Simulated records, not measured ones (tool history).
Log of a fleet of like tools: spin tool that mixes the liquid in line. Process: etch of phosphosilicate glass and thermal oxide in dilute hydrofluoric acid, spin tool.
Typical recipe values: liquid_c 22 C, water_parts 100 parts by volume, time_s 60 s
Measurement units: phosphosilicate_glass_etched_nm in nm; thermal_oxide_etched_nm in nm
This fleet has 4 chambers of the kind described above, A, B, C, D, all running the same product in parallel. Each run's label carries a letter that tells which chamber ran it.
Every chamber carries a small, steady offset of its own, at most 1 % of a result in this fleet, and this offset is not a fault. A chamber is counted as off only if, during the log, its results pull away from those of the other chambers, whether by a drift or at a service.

run	day	liquid_c	water_parts	time_s	hours since the thermometer was replaced	hours since the hydrofluoric acid flow meter was replaced	read-back film thickness of the phosphosilicate glass reference wafer, read on the same gauge (nm)	read-back film thickness of the thermal oxide reference wafer, read on the same gauge (nm)	phosphosilicate_glass_etched_nm	thermal_oxide_etched_nm
1C	0.208	22	100	60	15.8	1525.6	100.020	79.957	53.012	2.5940
2D	0.475	22	100	60	1818.3	395.0	99.982	79.999	52.783	2.6374
3A	0.667	22	100	60	493.3	424.5	99.992	80.032	52.259	2.6184
# day 0.825: chamber C: hydrofluoric acid flow meter replaced
4B	0.829	22	100	60	875.0	367.4	100.000	80.007	52.404	2.5847
5A	1.033	22	100	60	502.1	433.3	99.991	79.997	52.231	2.5945
6B	1.321	22	100	60	886.8	379.2	100.020	80.021	52.316	2.6022
7C	1.638	22	100	60	50.1	19.5	99.990	79.977	53.377	2.5231
8D	1.900	22	100	60	1852.5	429.2	99.993	79.980	52.832	2.5416
9D	2.183	22	100	60	1859.3	436.0	100.010	79.994	53.052	2.5785
10C	2.333	22	100	60	66.8	36.2	100.000	80.016	53.355	2.5409
11A	2.533	22	100	60	538.1	469.3	99.997	79.984	52.375	2.5912
12B	2.771	22	100	60	921.6	414.0	100.010	79.966	52.380	2.5777
13B	3.046	22	100	60	928.2	420.6	99.964	80.004	52.734	2.6347
14C	3.346	22	55	40	91.1	60.5	100.000	79.998	68.434	3.3068
15A	3.617	22	55	40	564.1	495.3	100.030	79.968	67.329	3.3543
16D	3.846	22	55	40	1899.2	475.9	99.971	79.988	69.076	3.4511
17C	4.129	22	55	40	109.9	79.3	100.000	80.008	68.556	3.4099
18D	4.279	22	100	60	1909.6	486.3	99.984	80.014	53.081	2.5764
19A	4.508	22	115	60	585.5	516.7	99.998	80.036	44.578	2.2474
20B	4.742	22	115	60	968.9	461.3	99.994	80.029	44.570	2.1693
21B	4.904	22	115	60	972.8	465.2	99.998	80.025	45.006	2.1798
22A	5.104	22	115	60	599.8	531.0	100.010	80.000	44.704	2.2696
23D	5.288	22	100	60	1933.8	510.5	100.020	79.960	52.969	2.5900
24C	5.621	22	100	60	145.7	115.1	99.984	80.022	53.728	2.5798

One chamber off, gauge drift, or nothing amiss beyond the chambers' own small offsets? If it is a chamber, which one, and what is the likeliest cause?

Nothing is wrong: each chamber keeps only its own small, steady offset and the gauge holds still.

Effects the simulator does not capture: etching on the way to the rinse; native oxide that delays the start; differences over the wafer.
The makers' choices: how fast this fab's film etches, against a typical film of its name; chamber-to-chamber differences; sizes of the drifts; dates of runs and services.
